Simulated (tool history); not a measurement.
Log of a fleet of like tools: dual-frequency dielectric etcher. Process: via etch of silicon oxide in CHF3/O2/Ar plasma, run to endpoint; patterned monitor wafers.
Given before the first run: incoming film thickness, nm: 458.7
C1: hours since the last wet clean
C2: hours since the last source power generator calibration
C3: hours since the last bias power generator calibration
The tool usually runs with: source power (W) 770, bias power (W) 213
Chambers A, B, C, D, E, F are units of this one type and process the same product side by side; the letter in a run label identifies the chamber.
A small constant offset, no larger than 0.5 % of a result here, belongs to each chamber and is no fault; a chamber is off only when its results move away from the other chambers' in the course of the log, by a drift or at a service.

run 1F hour=9.0 | source_power_(W)=770 bias_power_(W)=213 | C1=544.7 C2=3706.2 C3=1094.1 | endpoint_time_(s)=202.73
run 2D hour=18.2 | source_power_(W)=770 bias_power_(W)=213 | C1=70.4 C2=3465.2 C3=2951.2 | endpoint_time_(s)=199.81
-- hour=21.3 chamber F: wet clean of the chamber
run 3C hour=26.6 | source_power_(W)=770 bias_power_(W)=213 | C1=267.4 C2=2292.3 C3=153.0 | endpoint_time_(s)=199.29
run 4A hour=37.1 | source_power_(W)=770 bias_power_(W)=213 | C1=314.9 C2=1557.2 C3=2740.9 | endpoint_time_(s)=199.78
run 5E hour=42.8 | source_power_(W)=600 bias_power_(W)=255 | C1=366.4 C2=53.0 C3=4869.7 | endpoint_time_(s)=203.76
-- hour=44.3 chamber A: wet clean of the chamber
run 6B hour=49.9 | source_power_(W)=600 bias_power_(W)=255 | C1=83.8 C2=67.7 C3=2191.4 | endpoint_time_(s)=204.27
run 7F hour=58.2 | source_power_(W)=600 bias_power_(W)=255 | C1=36.9 C2=3755.4 C3=1143.3 | endpoint_time_(s)=206.40
-- hour=62.6 chamber D: source power generator calibrated
run 8A hour=68.6 | source_power_(W)=600 bias_power_(W)=255 | C1=24.3 C2=1588.7 C3=2772.4 | endpoint_time_(s)=205.42
-- hour=74.5 chamber E: bias power generator calibrated
run 9C hour=76.7 | source_power_(W)=600 bias_power_(W)=255 | C1=317.5 C2=2342.4 C3=203.1 | endpoint_time_(s)=206.78
run 10D hour=83.6 | source_power_(W)=600 bias_power_(W)=255 | C1=135.8 C2=21.1 C3=3016.6 | endpoint_time_(s)=205.61
run 11E hour=88.7 | source_power_(W)=770 bias_power_(W)=213 | C1=412.3 C2=98.9 C3=14.2 | endpoint_time_(s)=200.00
run 12B hour=98.0 | source_power_(W)=770 bias_power_(W)=213 | C1=131.9 C2=115.8 C3=2239.5 | endpoint_time_(s)=198.74
run 13C hour=108.8 | source_power_(W)=770 bias_power_(W)=213 | C1=349.6 C2=2374.5 C3=235.2 | endpoint_time_(s)=199.57
run 14F hour=116.2 | source_power_(W)=770 bias_power_(W)=213 | C1=94.9 C2=3813.4 C3=1201.3 | endpoint_time_(s)=200.45
run 15B hour=125.6 | source_power_(W)=770 bias_power_(W)=213 | C1=159.5 C2=143.4 C3=2267.1 | endpoint_time_(s)=198.86
run 16D hour=133.6 | source_power_(W)=770 bias_power_(W)=213 | C1=185.8 C2=71.1 C3=3066.6 | endpoint_time_(s)=199.31
run 17E hour=142.7 | source_power_(W)=770 bias_power_(W)=213 | C1=466.3 C2=152.9 C3=68.2 | endpoint_time_(s)=198.82
run 18A hour=153.6 | source_power_(W)=770 bias_power_(W)=213 | C1=109.3 C2=1673.7 C3=2857.4 | endpoint_time_(s)=199.54
run 19D hour=159.6 | source_power_(W)=770 bias_power_(W)=213 | C1=211.8 C2=97.1 C3=3092.6 | endpoint_time_(s)=199.91
run 20B hour=166.1 | source_power_(W)=770 bias_power_(W)=213 | C1=200.0 C2=183.9 C3=2307.6 | endpoint_time_(s)=198.09
run 21C hour=176.4 | source_power_(W)=670 bias_power_(W)=175 | C1=417.2 C2=2442.1 C3=302.8 | endpoint_time_(s)=224.44
run 22F hour=185.5 | source_power_(W)=670 bias_power_(W)=175 | C1=164.2 C2=3882.7 C3=1270.6 | endpoint_time_(s)=225.23
run 23E hour=194.6 | source_power_(W)=670 bias_power_(W)=175 | C1=518.2 C2=204.8 C3=120.1 | endpoint_time_(s)=226.82
run 24A hour=202.6 | source_power_(W)=670 bias_power_(W)=175 | C1=158.3 C2=1722.7 C3=2906.4 | endpoint_time_(s)=225.27
run 25E hour=212.0 | source_power_(W)=670 bias_power_(W)=175 | C1=535.6 C2=222.2 C3=137.5 | endpoint_time_(s)=227.64
run 26B hour=219.4 | source_power_(W)=670 bias_power_(W)=175 | C1=253.3 C2=237.2 C3=2360.9 | endpoint_time_(s)=223.05
-- hour=220.2 chamber E: wet clean of the chamber
run 27D hour=228.9 | source_power_(W)=770 bias_power_(W)=213 | C1=281.1 C2=166.4 C3=3161.9 | endpoint_time_(s)=200.09
run 28C hour=238.2 | source_power_(W)=770 bias_power_(W)=213 | C1=479.0 C2=2503.9 C3=364.6 | endpoint_time_(s)=195.62
run 29A hour=247.2 | source_power_(W)=860 bias_power_(W)=213 | C1=202.9 C2=1767.3 C3=2951.0 | endpoint_time_(s)=193.35
run 30F hour=256.0 | source_power_(W)=860 bias_power_(W)=213 | C1=234.7 C2=3953.2 C3=1341.1 | endpoint_time_(s)=190.32
run 31B hour=262.0 | source_power_(W)=860 bias_power_(W)=213 | C1=295.9 C2=279.8 C3=2403.5 | endpoint_time_(s)=190.77
run 32E hour=267.9 | source_power_(W)=860 bias_power_(W)=213 | C1=47.7 C2=278.1 C3=193.4 | endpoint_time_(s)=192.30
run 33F hour=278.8 | source_power_(W)=860 bias_power_(W)=213 | C1=257.5 C2=3976.0 C3=1363.9 | endpoint_time_(s)=191.49
run 34A hour=286.4 | source_power_(W)=860 bias_power_(W)=213 | C1=242.1 C2=1806.5 C3=2990.2 | endpoint_time_(s)=190.92
run 35D hour=293.5 | source_power_(W)=770 bias_power_(W)=213 | C1=345.7 C2=231.0 C3=3226.5 | endpoint_time_(s)=199.85
run 36C hour=298.8 | source_power_(W)=770 bias_power_(W)=265 | C1=539.6 C2=2564.5 C3=425.2 | endpoint_time_(s)=178.61
-- hour=304.2 chamber F: source power generator calibrated
run 37A hour=308.7 | source_power_(W)=770 bias_power_(W)=265 | C1=264.4 C2=1828.8 C3=3012.5 | endpoint_time_(s)=185.79
run 38F hour=319.9 | source_power_(W)=770 bias_power_(W)=265 | C1=298.6 C2=15.8 C3=1405.0 | endpoint_time_(s)=184.67
run 39C hour=328.9 | source_power_(W)=770 bias_power_(W)=265 | C1=569.7 C2=2594.6 C3=455.3 | endpoint_time_(s)=177.18
run 40D hour=335.7 | source_power_(W)=770 bias_power_(W)=265 | C1=387.9 C2=273.2 C3=3268.7 | endpoint_time_(s)=187.19
run 41E hour=345.4 | source_power_(W)=770 bias_power_(W)=265 | C1=125.2 C2=355.6 C3=270.9 | endpoint_time_(s)=185.21
run 42B hour=353.1 | source_power_(W)=770 bias_power_(W)=213 | C1=387.0 C2=370.9 C3=2494.6 | endpoint_time_(s)=196.84
run 43C hour=362.8 | source_power_(W)=840 bias_power_(W)=238 | C1=603.6 C2=2628.5 C3=489.2 | endpoint_time_(s)=177.98

All 6 chambers run these settings next. Forecast each chamber's results:
run 44A hour=370.8 | source_power_(W)=910 bias_power_(W)=213 | endpoint_time_(s)=?
run 44B hour=370.8 | source_power_(W)=910 bias_power_(W)=213 | endpoint_time_(s)=?
run 44C hour=370.8 | source_power_(W)=910 bias_power_(W)=213 | endpoint_time_(s)=?
run 44D hour=370.8 | source_power_(W)=910 bias_power_(W)=213 | endpoint_time_(s)=?
run 44E hour=370.8 | source_power_(W)=910 bias_power_(W)=213 | endpoint_time_(s)=?
run 44F hour=370.8 | source_power_(W)=910 bias_power_(W)=213 | endpoint_time_(s)=?

run=44A endpoint_time_(s)=187.85
run=44B endpoint_time_(s)=186.22
run=44C endpoint_time_(s)=178.62
run=44D endpoint_time_(s)=187.04
run=44E endpoint_time_(s)=187.44
run=44F endpoint_time_(s)=187.57
